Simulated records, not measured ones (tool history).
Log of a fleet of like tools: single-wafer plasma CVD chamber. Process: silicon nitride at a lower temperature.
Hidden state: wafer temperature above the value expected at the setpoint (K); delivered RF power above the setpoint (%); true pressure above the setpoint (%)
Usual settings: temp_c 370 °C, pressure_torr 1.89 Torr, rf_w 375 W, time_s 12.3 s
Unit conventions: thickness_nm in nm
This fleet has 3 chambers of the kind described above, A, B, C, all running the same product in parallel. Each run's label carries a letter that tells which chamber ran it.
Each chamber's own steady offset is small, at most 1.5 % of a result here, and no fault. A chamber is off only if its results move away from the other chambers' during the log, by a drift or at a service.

run   hour  temp_c  pressure_torr  rf_w  time_s  hours since the last thermocouple change  hours since the last RF generator calibration  hours since the last manometer calibration  read-back reference wafer on the same gauge, thickness_nm  thickness_nm
 1A    5.8     370           1.89   375    12.3                                    1745.6                                           1125                                      1276.7                                                     16.401         17.63
 2C   14.4     370           1.89   375    12.3                                     983.3                                             51                                      1038.1                                                     16.407        17.427
 3B   22.4     370           1.89   375    12.3                                    1743.2                                            411                                      1300.6                                                     16.408        17.413
 4C   32.4     370           1.89   375    12.3                                    1001.3                                             69                                      1056.1                                                      16.41        17.408
 5B   37.9     370           1.89   375    12.3                                    1758.7                                          426.5                                      1316.1                                                     16.418        17.348
 6A   43.8     370           1.89   375    12.3                                    1783.6                                           1163                                      1314.7                                                     16.418        17.614
 7C   52.6     370           1.89   375    12.3                                    1021.5                                           89.2                                      1076.3                                                     16.421        17.409
 8A   63.8     370           1.89   375    12.3                                    1803.6                                           1183                                      1334.7                                                     16.425        17.633
 9B   72.9     370           1.89   375    12.3                                    1793.7                                          461.5                                      1351.1                                                     16.427        17.393
10B   83.7     370           1.89   375    12.3                                    1804.5                                          472.3                                      1361.9                                                      16.43        17.386
11A   89.7     370           1.89   375    12.3                                    1829.5                                         1208.9                                      1360.6                                                     16.434        17.674
12C  100.4     370           1.89   375    12.3                                    1069.3                                            137                                      1124.1                                                     16.446        17.419
13B  108.2     370           1.89   375    12.3                                      1829                                          496.8                                      1386.4                                                     16.443        17.445
14A  116.8     370           1.89   375    12.3                                    1856.6                                           1236                                      1387.7                                                     16.448        17.695
15C  125.2     370           1.89   375    12.3                                    1094.1                                          161.8                                      1148.9                                                     16.451        17.474
16B  132.7     370           1.89   375    12.3                                    1853.5                                          521.3                                      1410.9                                                     16.455        17.468
17C  144.8     370           1.89   375    12.3                                    1113.7                                          181.4                                      1168.5                                                     16.461        17.454
18A  154.1     370           1.89   375    12.3                                    1893.9                                         1273.3                                        1425                                                     16.466        17.676
19C  166.3     381           1.89   375    12.3                                    1135.2                                          202.9                                        1190                                                     16.472          17.4
20B  172.5     381           1.89   375    12.3                                    1893.3                                          561.1                                      1450.7                                                     16.467        17.356
21A  181.3     381           1.89   375    12.3                                    1921.1                                         1300.5                                      1452.2                                                     16.473        17.598
22B  189.9     370           1.89   375    12.3                                    1910.7                                          578.5                                      1468.1                                                     16.474        17.484

Next, every chamber runs the same settings. What will each give?
23A  198.9     370           1.89   375    12.3                                                                                                                                                                                                             ?
23B  198.9     370           1.89   375    12.3                                                                                                                                                                                                             ?
23C  198.9     370           1.89   375    12.3                                                                                                                                                                                                             ?

run  thickness_nm
23A        17.699
23B        17.457
23C        17.516
